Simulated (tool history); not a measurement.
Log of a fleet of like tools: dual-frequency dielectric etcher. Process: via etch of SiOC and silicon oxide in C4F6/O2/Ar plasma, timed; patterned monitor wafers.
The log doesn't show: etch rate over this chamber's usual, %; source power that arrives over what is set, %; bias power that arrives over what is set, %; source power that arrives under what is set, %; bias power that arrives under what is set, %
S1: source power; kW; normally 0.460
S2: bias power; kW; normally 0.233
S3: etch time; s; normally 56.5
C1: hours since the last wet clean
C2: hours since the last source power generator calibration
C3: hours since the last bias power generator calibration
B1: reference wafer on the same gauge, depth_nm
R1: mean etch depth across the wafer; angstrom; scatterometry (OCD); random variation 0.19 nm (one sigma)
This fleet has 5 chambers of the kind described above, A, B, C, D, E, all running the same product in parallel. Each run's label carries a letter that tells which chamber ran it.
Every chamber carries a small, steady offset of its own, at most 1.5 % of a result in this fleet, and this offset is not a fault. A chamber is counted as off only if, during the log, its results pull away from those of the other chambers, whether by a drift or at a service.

run 1D hour=4.9 | S1=0.460 S2=0.233 S3=56.5 | C1=669.0 C2=188.4 C3=744.6 | B1=69.786 | R1=738.69
run 2C hour=8.2 | S1=0.460 S2=0.233 S3=56.5 | C1=272.6 C2=1176.2 C3=286.9 | B1=69.761 | R1=721.95
run 3E hour=13.5 | S1=0.460 S2=0.233 S3=56.5 | C1=287.0 C2=483.0 C3=4061.8 | B1=69.806 | R1=738.30
run 4A hour=16.9 | S1=0.460 S2=0.233 S3=56.5 | C1=175.5 C2=2566.9 C3=3249.1 | B1=69.779 | R1=737.86
run 5B hour=22.8 | S1=0.460 S2=0.233 S3=56.5 | C1=371.3 C2=1204.1 C3=1420.0 | B1=69.745 | R1=738.29
-- hour=24.7 chamber D: wet clean of the chamber
run 6B hour=27.8 | S1=0.460 S2=0.233 S3=56.5 | C1=376.3 C2=1209.1 C3=1425.0 | B1=69.793 | R1=734.38
run 7D hour=33.6 | S1=0.460 S2=0.233 S3=56.5 | C1=9.0 C2=217.1 C3=773.3 | B1=69.831 | R1=738.55
run 8E hour=36.8 | S1=0.460 S2=0.233 S3=56.5 | C1=310.3 C2=506.3 C3=4085.1 | B1=69.815 | R1=742.08
run 9A hour=39.9 | S1=0.460 S2=0.233 S3=56.5 | C1=198.5 C2=2589.9 C3=3272.1 | B1=69.811 | R1=738.35
run 10C hour=43.1 | S1=0.460 S2=0.254 S3=48.5 | C1=307.5 C2=1211.1 C3=321.8 | B1=69.790 | R1=639.35
run 11D hour=48.7 | S1=0.460 S2=0.254 S3=48.5 | C1=24.1 C2=232.2 C3=788.4 | B1=69.799 | R1=655.19
run 12B hour=54.1 | S1=0.460 S2=0.254 S3=48.5 | C1=402.6 C2=1235.4 C3=1451.3 | B1=69.821 | R1=647.91
run 13A hour=57.3 | S1=0.460 S2=0.254 S3=48.5 | C1=215.9 C2=2607.3 C3=3289.5 | B1=69.767 | R1=653.64
-- hour=61.4 chamber B: bias power generator calibrated
run 14E hour=61.8 | S1=0.460 S2=0.254 S3=48.5 | C1=335.3 C2=531.3 C3=4110.1 | B1=69.798 | R1=655.88
run 15C hour=65.6 | S1=0.460 S2=0.233 S3=56.5 | C1=330.0 C2=1233.6 C3=344.3 | B1=69.825 | R1=724.84
-- hour=65.9 chamber E: wet clean of the chamber
run 16A hour=68.3 | S1=0.460 S2=0.214 S3=56.5 | C1=226.9 C2=2618.3 C3=3300.5 | B1=69.821 | R1=715.78
run 17C hour=72.5 | S1=0.460 S2=0.214 S3=56.5 | C1=336.9 C2=1240.5 C3=351.2 | B1=69.769 | R1=701.62
run 18D hour=76.7 | S1=0.460 S2=0.214 S3=56.5 | C1=52.1 C2=260.2 C3=816.4 | B1=69.806 | R1=719.27
run 19E hour=82.1 | S1=0.460 S2=0.214 S3=56.5 | C1=16.2 C2=551.6 C3=4130.4 | B1=69.777 | R1=719.11
-- hour=86.3 chamber C: wet clean of the chamber
run 20B hour=87.1 | S1=0.460 S2=0.214 S3=56.5 | C1=435.6 C2=1268.4 C3=25.7 | B1=69.833 | R1=703.66
run 21D hour=92.5 | S1=0.460 S2=0.233 S3=56.5 | C1=67.9 C2=276.0 C3=832.2 | B1=69.792 | R1=738.68
run 22A hour=96.3 | S1=0.460 S2=0.233 S3=56.5 | C1=254.9 C2=2646.3 C3=3328.5 | B1=69.813 | R1=737.06
run 23B hour=99.8 | S1=0.460 S2=0.233 S3=56.5 | C1=448.3 C2=1281.1 C3=38.4 | B1=69.776 | R1=720.06
run 24C hour=102.7 | S1=0.460 S2=0.233 S3=56.5 | C1=16.4 C2=1270.7 C3=381.4 | B1=69.777 | R1=724.90
run 25E hour=105.2 | S1=0.460 S2=0.233 S3=56.5 | C1=39.3 C2=574.7 C3=4153.5 | B1=69.827 | R1=739.39
run 26E hour=108.9 | S1=0.460 S2=0.233 S3=56.5 | C1=43.0 C2=578.4 C3=4157.2 | B1=69.847 | R1=744.10
run 27D hour=112.3 | S1=0.420 S2=0.252 S3=56.5 | C1=87.7 C2=295.8 C3=852.0 | B1=69.785 | R1=731.30
run 28A hour=118.1 | S1=0.420 S2=0.252 S3=56.5 | C1=276.7 C2=2668.1 C3=3350.3 | B1=69.763 | R1=733.38
run 29B hour=123.8 | S1=0.420 S2=0.252 S3=56.5 | C1=472.3 C2=1305.1 C3=62.4 | B1=69.826 | R1=719.27
run 30C hour=126.7 | S1=0.420 S2=0.252 S3=56.5 | C1=40.4 C2=1294.7 C3=405.4 | B1=69.847 | R1=716.90
run 31A hour=129.5 | S1=0.420 S2=0.252 S3=56.5 | C1=288.1 C2=2679.5 C3=3361.7 | B1=69.741 | R1=728.08
run 32C hour=133.9 | S1=0.460 S2=0.233 S3=56.5 | C1=47.6 C2=1301.9 C3=412.6 | B1=69.819 | R1=722.81
run 33B hour=138.8 | S1=0.460 S2=0.233 S3=56.5 | C1=487.3 C2=1320.1 C3=77.4 | B1=69.812 | R1=721.73
run 34D hour=144.1 | S1=0.460 S2=0.233 S3=56.5 | C1=119.5 C2=327.6 C3=883.8 | B1=69.815 | R1=739.29
run 35E hour=149.5 | S1=0.460 S2=0.233 S3=56.5 | C1=83.6 C2=619.0 C3=4197.8 | B1=69.842 | R1=738.75
run 36C hour=152.1 | S1=0.460 S2=0.233 S3=56.5 | C1=65.8 C2=1320.1 C3=430.8 | B1=69.807 | R1=721.95
run 37A hour=156.6 | S1=0.560 S2=0.262 S3=56.5 | C1=315.2 C2=2706.6 C3=3388.8 | B1=69.797 | R1=828.12

All 5 chambers run these settings next. Forecast each chamber's results:
run 38A hour=160.8 | S1=0.460 S2=0.233 S3=63.5 | R1=?
run 38B hour=160.8 | S1=0.460 S2=0.233 S3=63.5 | R1=?
run 38C hour=160.8 | S1=0.460 S2=0.233 S3=63.5 | R1=?
run 38D hour=160.8 | S1=0.460 S2=0.233 S3=63.5 | R1=?
run 38E hour=160.8 | S1=0.460 S2=0.233 S3=63.5 | R1=?

run=38A R1=829.98
run=38B R1=810.10
run=38C R1=815.46
run=38D R1=834.14
run=38E R1=835.84

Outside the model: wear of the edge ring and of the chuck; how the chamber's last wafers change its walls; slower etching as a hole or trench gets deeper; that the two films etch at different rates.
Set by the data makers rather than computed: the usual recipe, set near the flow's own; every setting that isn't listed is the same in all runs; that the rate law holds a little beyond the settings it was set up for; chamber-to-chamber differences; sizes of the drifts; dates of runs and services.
